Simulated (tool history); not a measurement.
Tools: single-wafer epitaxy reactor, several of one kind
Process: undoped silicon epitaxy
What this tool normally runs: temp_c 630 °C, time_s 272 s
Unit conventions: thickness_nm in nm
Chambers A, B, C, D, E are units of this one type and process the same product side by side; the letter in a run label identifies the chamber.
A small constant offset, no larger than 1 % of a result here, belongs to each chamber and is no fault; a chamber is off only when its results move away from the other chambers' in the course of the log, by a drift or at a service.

run     day  temp_c  time_s  hours since the last pyrometer calibration  read-back reference wafer on the same gauge, thickness_nm  thickness_nm
 1A   0.471     630     272                                        55.4                                                     25.692        29.149
 2D   1.129     630     272                                      2130.7                                                     25.701        29.263
 3E   1.775     630     272                                       473.0                                                     25.717        29.407
 4B   2.392     630     272                                      2120.5                                                     25.698        29.399
 5C   2.858     630     272                                       587.4                                                     25.696        29.458
 6C   3.400     630     272                                       600.4                                                     25.666        29.440
 7B   3.925     630     272                                      2157.3                                                     25.726        29.209
 8D   4.467     630     272                                      2210.8                                                     25.691        29.143
 9E   5.071     630     272                                       552.1                                                     25.688        29.520
10A   5.596     630     272                                       178.4                                                     25.718        29.403
11D   5.921     630     272                                      2245.7                                                     25.674        29.280
12E   6.217     630     302                                       579.6                                                     25.730        32.495
13B   6.529     630     302                                      2219.8                                                     25.693        32.561
14A   6.983     630     302                                       211.7                                                     25.689        32.569
      7.333  -- chamber B: pyrometer calibrated
15C   7.529     630     302                                       699.5                                                     25.706        32.779
16C   7.854     630     302                                       707.3                                                     25.679        32.652
17D   8.467     630     272                                      2306.8                                                     25.700        29.087
18E   8.904     630     272                                       644.1                                                     25.685        29.503
19A   9.371     619     272                                       269.0                                                     25.707        22.787
20B   9.738     619     272                                        57.8                                                     25.722        23.435
21A  10.317     619     272                                       291.7                                                     25.709        22.664
     10.454  -- chamber D: pyrometer calibrated
22C  10.783     619     272                                       777.6                                                     25.694        22.685
23D  11.242     619     272                                        19.0                                                     25.705        22.657
24E  11.683     630     272                                       710.8                                                     25.701        29.505
25B  12.204     630     272                                       117.0                                                     25.712        30.137
26B  12.667     630     272                                       128.1                                                     25.717        30.249
27A  13.304     630     272                                       363.4                                                     25.703        29.486
28D  13.892     622     310                                        82.6                                                     25.668        27.810
29C  14.558     622     310                                       868.2                                                     25.744        27.845
30E  14.929     622     310                                       788.7                                                     25.690        27.769
31D  15.254     622     310                                       115.3                                                     25.715        27.635
32C  15.733     622     310                                       896.4                                                     25.689        27.840
33B  16.121     630     272                                       211.0                                                     25.698        30.303
34E  16.662     630     272                                       830.3                                                     25.715        29.336
35A  17.317     630     272                                       459.7                                                     25.695        29.340
36D  17.950     630     272                                       180.0                                                     25.702        29.204
37C  18.475     630     272                                       962.2                                                     25.698        29.200
38B  18.883     630     272                                       277.3                                                     25.708        30.243
39E  19.471     630     272                                       897.7                                                     25.699        29.295

Has any chamber moved away from the others, gradually or after a service, or does the common gauge drift, or do the chambers differ only by their own small steady offsets? State the chamber and the most likely cause if one applies.

A service on chamber B put it out of line with the rest.
What lies behind it: wafer temperature above the value expected at the setpoint (K) = 1.64.

Which of the 4 candidates below, each the usual settings with something changed and its results left as question marks, puts chamber B back in line with what the other chambers give on the usual settings?
Allowed miss from the other chambers' usual-settings mean, per result, to count as in line: thickness_nm 0.410 nm
40B-1  19.950     629     270                                                                                                                    ?
40B-2  19.950     631     274                                                                                                                    ?
40B-3  19.950     630     274                                                                                                                    ?
40B-4  19.950     630     271                                                                                                                    ?

The mean the other chambers reach with the usual settings: thickness_nm 29.352 nm
  run  thickness_nm
40B-1        29.401
40B-2        31.217
40B-3        30.520
40B-4        30.186
With 40B-1, the chamber falls back in line with the rest.

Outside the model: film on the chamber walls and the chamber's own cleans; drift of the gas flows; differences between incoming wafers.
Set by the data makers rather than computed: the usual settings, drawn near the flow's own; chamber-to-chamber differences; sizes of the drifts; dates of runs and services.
